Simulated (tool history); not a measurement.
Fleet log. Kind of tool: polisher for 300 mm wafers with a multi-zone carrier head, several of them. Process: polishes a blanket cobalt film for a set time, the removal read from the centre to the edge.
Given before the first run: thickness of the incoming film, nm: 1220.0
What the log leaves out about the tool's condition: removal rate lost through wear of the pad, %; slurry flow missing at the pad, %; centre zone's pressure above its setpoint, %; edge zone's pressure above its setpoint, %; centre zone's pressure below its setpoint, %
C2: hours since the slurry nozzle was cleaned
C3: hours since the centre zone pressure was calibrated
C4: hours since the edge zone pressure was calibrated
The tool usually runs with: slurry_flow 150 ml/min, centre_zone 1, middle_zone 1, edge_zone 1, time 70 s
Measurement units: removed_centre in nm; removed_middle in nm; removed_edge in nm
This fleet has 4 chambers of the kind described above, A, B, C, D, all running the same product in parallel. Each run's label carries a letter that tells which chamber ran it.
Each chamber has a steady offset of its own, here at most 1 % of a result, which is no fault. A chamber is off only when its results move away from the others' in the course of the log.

-- hour=4.6 chamber C: slurry nozzle cleaned
-- hour=7.3 chamber C: centre zone pressure recalibrated
run 1D hour=8.2 | slurry_flow=150 centre_zone=1 middle_zone=1 edge_zone=1 time=70 | wafers_polished_on_this_pad=168 C2=34.5 C3=539.8 C4=1222.7 | removed_centre=496.16 removed_middle=476.57 removed_edge=484.76
-- hour=16.1 chamber B: worn pad replaced by a new one
run 2B hour=22.8 | slurry_flow=150 centre_zone=1 middle_zone=1 edge_zone=1 time=70 | wafers_polished_on_this_pad=76 C2=206.5 C3=157.2 C4=498.2 | removed_centre=467.38 removed_middle=481.05 removed_edge=484.09
run 3A hour=36.8 | slurry_flow=150 centre_zone=1 middle_zone=1 edge_zone=1 time=70 | wafers_polished_on_this_pad=1222 C2=178.7 C3=301.9 C4=493.2 | removed_centre=477.22 removed_middle=481.89 removed_edge=476.6
-- hour=44.5 chamber A: worn pad replaced by a new one
run 4C hour=44.9 | slurry_flow=150 centre_zone=1 middle_zone=1 edge_zone=1 time=70 | wafers_polished_on_this_pad=1363 C2=40.4 C3=37.7 C4=570.9 | removed_centre=481.5 removed_middle=480.59 removed_edge=477.97
-- hour=49.2 chamber C: worn pad replaced by a new one
-- hour=53.6 chamber D: edge zone pressure recalibrated
run 5C hour=56.9 | slurry_flow=150 centre_zone=1 middle_zone=1 edge_zone=1 time=70 | wafers_polished_on_this_pad=88 C2=52.4 C3=49.7 C4=582.9 | removed_centre=490.51 removed_middle=481.37 removed_edge=475.99
run 6A hour=67.4 | slurry_flow=150 centre_zone=1 middle_zone=1 edge_zone=1 time=70 | wafers_polished_on_this_pad=260 C2=209.3 C3=332.5 C4=523.8 | removed_centre=473.27 removed_middle=476.61 removed_edge=480.18
-- hour=75.1 chamber D: worn pad replaced by a new one
run 7B hour=81.6 | slurry_flow=150 centre_zone=1 middle_zone=1 edge_zone=1 time=70 | wafers_polished_on_this_pad=744 C2=265.3 C3=216 C4=557 | removed_centre=477.68 removed_middle=475.85 removed_edge=476.9
-- hour=85.4 chamber B: worn pad replaced by a new one
run 8D hour=95.6 | slurry_flow=150 centre_zone=1 middle_zone=1 edge_zone=1 time=70 | wafers_polished_on_this_pad=233 C2=121.9 C3=627.2 C4=42 | removed_centre=488.24 removed_middle=472.1 removed_edge=482.92
run 9C hour=110.3 | slurry_flow=150 centre_zone=1 middle_zone=1 edge_zone=1 time=70 | wafers_polished_on_this_pad=695 C2=105.8 C3=103.1 C4=636.3 | removed_centre=481.18 removed_middle=477.11 removed_edge=479.03
run 10D hour=123.5 | slurry_flow=150 centre_zone=1 middle_zone=1 edge_zone=1 time=70 | wafers_polished_on_this_pad=550 C2=149.8 C3=655.1 C4=69.9 | removed_centre=493.02 removed_middle=480.22 removed_edge=479.01
run 11B hour=135.8 | slurry_flow=150 centre_zone=1 middle_zone=1 edge_zone=1 time=70 | wafers_polished_on_this_pad=573 C2=319.5 C3=270.2 C4=611.2 | removed_centre=483.24 removed_middle=477.1 removed_edge=484.74
run 12A hour=149.7 | slurry_flow=150 centre_zone=1 middle_zone=1 edge_zone=1 time=70 | wafers_polished_on_this_pad=1195 C2=291.6 C3=414.8 C4=606.1 | removed_centre=476.87 removed_middle=477.92 removed_edge=471.93
-- hour=155.7 chamber D: worn pad replaced by a new one
-- hour=158.2 chamber B: worn pad replaced by a new one
run 13C hour=158.3 | slurry_flow=150 centre_zone=1 middle_zone=1 edge_zone=1 time=91 | wafers_polished_on_this_pad=1240 C2=153.8 C3=151.1 C4=684.3 | removed_centre=624.61 removed_middle=620.2 removed_edge=618.94
-- hour=168.5 chamber A: worn pad replaced by a new one
run 14D hour=169.6 | slurry_flow=150 centre_zone=1 middle_zone=1 edge_zone=1 time=91 | wafers_polished_on_this_pad=158 C2=195.9 C3=701.2 C4=116 | removed_centre=641.41 removed_middle=622.85 removed_edge=624.42
-- hour=177.3 chamber C: worn pad replaced by a new one
run 15A hour=184.9 | slurry_flow=150 centre_zone=1 middle_zone=1 edge_zone=1 time=91 | wafers_polished_on_this_pad=186 C2=326.8 C3=450 C4=641.3 | removed_centre=627.78 removed_middle=621 removed_edge=613.19
run 16B hour=200.3 | slurry_flow=150 centre_zone=1 middle_zone=1 edge_zone=1 time=91 | wafers_polished_on_this_pad=478 C2=384 C3=334.7 C4=675.7 | removed_centre=608.86 removed_middle=615.39 removed_edge=622.55
-- hour=209.7 chamber C: edge zone pressure recalibrated
run 17B hour=210.2 | slurry_flow=150 centre_zone=1 middle_zone=1 edge_zone=1 time=70 | wafers_polished_on_this_pad=591 C2=393.9 C3=344.6 C4=685.6 | removed_centre=484.03 removed_middle=476.51 removed_edge=481.38
run 18A hour=218.8 | slurry_flow=150 centre_zone=1 middle_zone=1 edge_zone=1 time=70 | wafers_polished_on_this_pad=571 C2=360.7 C3=483.9 C4=675.2 | removed_centre=478 removed_middle=479.7 removed_edge=481.12
run 19D hour=230.2 | slurry_flow=150 centre_zone=1 middle_zone=1 edge_zone=1 time=70 | wafers_polished_on_this_pad=846 C2=256.5 C3=761.8 C4=176.6 | removed_centre=483.62 removed_middle=472.73 removed_edge=476.91
-- hour=234.1 chamber B: worn pad replaced by a new one
run 20C hour=241.4 | slurry_flow=150 centre_zone=1 middle_zone=1 edge_zone=1 time=70 | wafers_polished_on_this_pad=729 C2=236.9 C3=234.2 C4=31.7 | removed_centre=477.86 removed_middle=471.98 removed_edge=471.62
run 21A hour=253.8 | slurry_flow=150 centre_zone=1 middle_zone=1 edge_zone=1 time=70 | wafers_polished_on_this_pad=969 C2=395.7 C3=518.9 C4=710.2 | removed_centre=473.33 removed_middle=488.35 removed_edge=480.5
-- hour=258.8 chamber D: worn pad replaced by a new one
-- hour=264.9 chamber C: slurry nozzle cleaned
run 22B hour=268.8 | slurry_flow=150 centre_zone=1 middle_zone=1 edge_zone=1 time=70 | wafers_polished_on_this_pad=395 C2=452.5 C3=403.2 C4=744.2 | removed_centre=483.73 removed_middle=476.78 removed_edge=474.22
run 23D hour=279.1 | slurry_flow=150 centre_zone=1 middle_zone=1 edge_zone=1 time=70 | wafers_polished_on_this_pad=231 C2=305.4 C3=810.7 C4=225.5 | removed_centre=487.24 removed_middle=471.62 removed_edge=474.37
-- hour=285.8 chamber A: slurry nozzle cleaned
run 24C hour=286.1 | slurry_flow=150 centre_zone=1 middle_zone=1 edge_zone=1 time=70 | wafers_polished_on_this_pad=1237 C2=21.3 C3=278.9 C4=76.4 | removed_centre=486.54 removed_middle=474.93 removed_edge=486.24
-- hour=293.3 chamber C: worn pad replaced by a new one
-- hour=300.5 chamber A: worn pad replaced by a new one
run 25A hour=300.6 | slurry_flow=150 centre_zone=1 middle_zone=1 edge_zone=1 time=70 | wafers_polished_on_this_pad=1 C2=14.9 C3=565.7 C4=757 | removed_centre=486.23 removed_middle=483.95 removed_edge=476.65
-- hour=305.5 chamber B: worn pad replaced by a new one
run 26B hour=314.1 | slurry_flow=150 centre_zone=1 middle_zone=1 edge_zone=1 time=70 | wafers_polished_on_this_pad=98 C2=497.8 C3=448.5 C4=789.5 | removed_centre=477.11 removed_middle=480.02 removed_edge=487.44
run 27D hour=328.7 | slurry_flow=150 centre_zone=1 middle_zone=1 edge_zone=1 time=70 | wafers_polished_on_this_pad=794 C2=355 C3=860.3 C4=275.1 | removed_centre=489.96 removed_middle=473.41 removed_edge=474.65
-- hour=331.5 chamber B: centre zone pressure recalibrated
run 28C hour=335.8 | slurry_flow=150 centre_zone=1 middle_zone=1 edge_zone=1 time=70 | wafers_polished_on_this_pad=483 C2=71 C3=328.6 C4=126.1 | removed_centre=477.98 removed_middle=477.58 removed_edge=485.24
run 29B hour=349.1 | slurry_flow=105 centre_zone=1 middle_zone=1 edge_zone=1 time=70 | wafers_polished_on_this_pad=496 C2=532.8 C3=17.7 C4=824.5 | removed_centre=435.92 removed_middle=436.85 removed_edge=453.37
-- hour=354.8 chamber D: worn pad replaced by a new one
run 30D hour=357.4 | slurry_flow=105 centre_zone=1 middle_zone=1 edge_zone=1 time=70 | wafers_polished_on_this_pad=30 C2=383.7 C3=889 C4=303.8 | removed_centre=431.06 removed_middle=440.84 removed_edge=452.27

What goes on in this fleet: one chamber off, a drifting gauge, or nothing beyond the chambers' own small offsets? Name the chamber and the cause, if any.

No chamber is off and the gauge is stable; the differences are just each chamber's small, constant offset.
